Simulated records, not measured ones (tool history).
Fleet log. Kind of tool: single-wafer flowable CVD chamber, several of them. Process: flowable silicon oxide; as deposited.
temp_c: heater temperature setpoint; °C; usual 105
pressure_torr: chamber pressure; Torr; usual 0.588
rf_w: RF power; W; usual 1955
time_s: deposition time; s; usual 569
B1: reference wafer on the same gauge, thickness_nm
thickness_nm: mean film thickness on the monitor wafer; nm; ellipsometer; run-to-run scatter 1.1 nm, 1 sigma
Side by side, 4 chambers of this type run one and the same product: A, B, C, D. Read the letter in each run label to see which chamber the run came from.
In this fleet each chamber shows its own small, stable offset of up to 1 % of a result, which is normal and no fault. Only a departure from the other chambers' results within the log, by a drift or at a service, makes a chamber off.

Run 1C, hour 13.2: usual settings; B1 175.09. Result: thickness_nm 192.85 nm.
Run 2A, hour 25.1: usual settings; B1 174.92. Result: thickness_nm 192.43 nm.
Run 3D, hour 39.5: usual settings; B1 175.05. Result: thickness_nm 190.31 nm.
Run 4B, hour 51.6: usual settings; B1 174.92. Result: thickness_nm 190.02 nm.
Run 5C, hour 65.6: usual settings; B1 174.75. Result: thickness_nm 191.68 nm.
Run 6D, hour 73.8: usual settings; B1 174.9. Result: thickness_nm 190.63 nm.
Run 7B, hour 82.1: usual settings; B1 175.02. Result: thickness_nm 188.26 nm.
Run 8A, hour 91.3: usual settings; B1 175.08. Result: thickness_nm 191.67 nm.
Run 9C, hour 105.8: usual settings; B1 174.85. Result: thickness_nm 192.73 nm.
Run 10A, hour 112.2: usual settings; B1 175.03. Result: thickness_nm 190.72 nm.
Run 11D, hour 124.9: usual settings; B1 174.99. Result: thickness_nm 191.26 nm.
Run 12B, hour 138.2: usual settings; B1 175.1. Result: thickness_nm 189.27 nm.
Run 13D, hour 151.4: usual settings; B1 175.06. Result: thickness_nm 190.16 nm.
Run 14A, hour 164.3: usual settings; B1 174.97. Result: thickness_nm 190.28 nm.
Run 15B, hour 175.9: usual settings but temp_c 96 °C, time_s 660 s; B1 175.07. Result: thickness_nm 294.23 nm.
Run 16C, hour 188.4: usual settings but temp_c 96 °C, time_s 660 s; B1 175.16. Result: thickness_nm 303.16 nm.
Run 17A, hour 202.7: usual settings but temp_c 96 °C, time_s 660 s; B1 174.88. Result: thickness_nm 297.04 nm.
Run 18B, hour 210.8: usual settings but temp_c 96 °C, time_s 660 s; B1 174.92. Result: thickness_nm 296.03 nm.
Run 19C, hour 223.7: usual settings but temp_c 97 °C, pressure_torr 0.657 Torr; B1 175.15. Result: thickness_nm 295.95 nm.
Run 20D, hour 234.7: usual settings but temp_c 97 °C, pressure_torr 0.657 Torr; B1 174.82. Result: thickness_nm 287.42 nm.
Run 21D, hour 244.6: usual settings but temp_c 97 °C, pressure_torr 0.657 Torr; B1 175.16. Result: thickness_nm 284.09 nm.
Run 22A, hour 259: usual settings but temp_c 97 °C, pressure_torr 0.657 Torr; B1 174.88. Result: thickness_nm 287.71 nm.
Run 23C, hour 270: usual settings; B1 174.81. Result: thickness_nm 192.91 nm.
Run 24B, hour 279.2: usual settings; B1 174.87. Result: thickness_nm 189.69 nm.
Run 25C, hour 292.5: usual settings; B1 175.18. Result: thickness_nm 193.55 nm.
Run 26A, hour 306.3: usual settings; B1 174.95. Result: thickness_nm 185.61 nm.
Run 27B, hour 314.1: usual settings but time_s 619 s; B1 175.02. Result: thickness_nm 206.34 nm.
Run 28D, hour 327.5: usual settings but time_s 619 s; B1 175.17. Result: thickness_nm 207.02 nm.
Run 29C, hour 334.4: usual settings but time_s 619 s; B1 175.17. Result: thickness_nm 213.49 nm.
Run 30D, hour 342.6: usual settings but time_s 619 s; B1 174.81. Result: thickness_nm 205.53 nm.
At hour 351.7: chamber D: RF generator calibrated.
Run 31A, hour 352.8: usual settings; B1 174.99. Result: thickness_nm 186.62 nm.
Run 32B, hour 359.5: usual settings; B1 175.08. Result: thickness_nm 187.48 nm.
Run 33A, hour 368.6: usual settings; B1 174.71. Result: thickness_nm 184.28 nm.
Run 34C, hour 379.4: usual settings but rf_w 1765 W; B1 175.02. Result: thickness_nm 187.87 nm.
Run 35D, hour 393.2: usual settings but rf_w 1765 W; B1 174.97. Result: thickness_nm 186.72 nm.
Run 36B, hour 406.6: usual settings but rf_w 1765 W; B1 174.79. Result: thickness_nm 183.32 nm.
Run 37C, hour 413.6: usual settings but rf_w 1765 W; B1 175.08. Result: thickness_nm 187.96 nm.
Run 38D, hour 427.2: usual settings; B1 175.25. Result: thickness_nm 191.2 nm.
Run 39B, hour 437.7: usual settings; B1 174.9. Result: thickness_nm 189.11 nm.
Run 40A, hour 449.5: usual settings; B1 174.97. Result: thickness_nm 185.21 nm.
Run 41C, hour 457.6: usual settings but time_s 461 s; B1 174.82. Result: thickness_nm 156.59 nm.
Run 42B, hour 470.7: usual settings but time_s 461 s; B1 175.17. Result: thickness_nm 152.89 nm.

Is one chamber off against the others, does the gauge drift, or is nothing wrong? If a chamber is off, say which, and what the likeliest cause is.

Chamber A drifts away from the others.
What lies behind it: true pressure below the setpoint (%) = 3.09.
It could be hard to tell apart here from: wafer temperature above the value expected at the setpoint (K).

Chamber A could run next with any of the 4 candidate recipes listed below; each alters the usual settings, and their results appear as question marks. Which one brings its results back in line with what the other chambers deliver on the usual settings?
In line here means within this much of the mean the other chambers give on the usual settings: thickness_nm 3.7 nm
Run 43A-1, hour 481.1: usual settings but temp_c 104 °C, pressure_torr 0.594 Torr, time_s 571 s. Result: thickness_nm ?.
Run 43A-2, hour 481.1: usual settings but time_s 563 s. Result: thickness_nm ?.
Run 43A-3, hour 481.1: usual settings but temp_c 106 °C, pressure_torr 0.582 Torr. Result: thickness_nm ?.
Run 43A-4, hour 481.1: usual settings but pressure_torr 0.59 Torr. Result: thickness_nm ?.

Mean of the other chambers on the usual settings: thickness_nm 191.16 nm
  run  thickness_nm
43A-1         192.7
43A-2        181.03
43A-3        174.33
43A-4        183.85
43A-1 is the one that brings the chamber's results back in line with the other chambers.
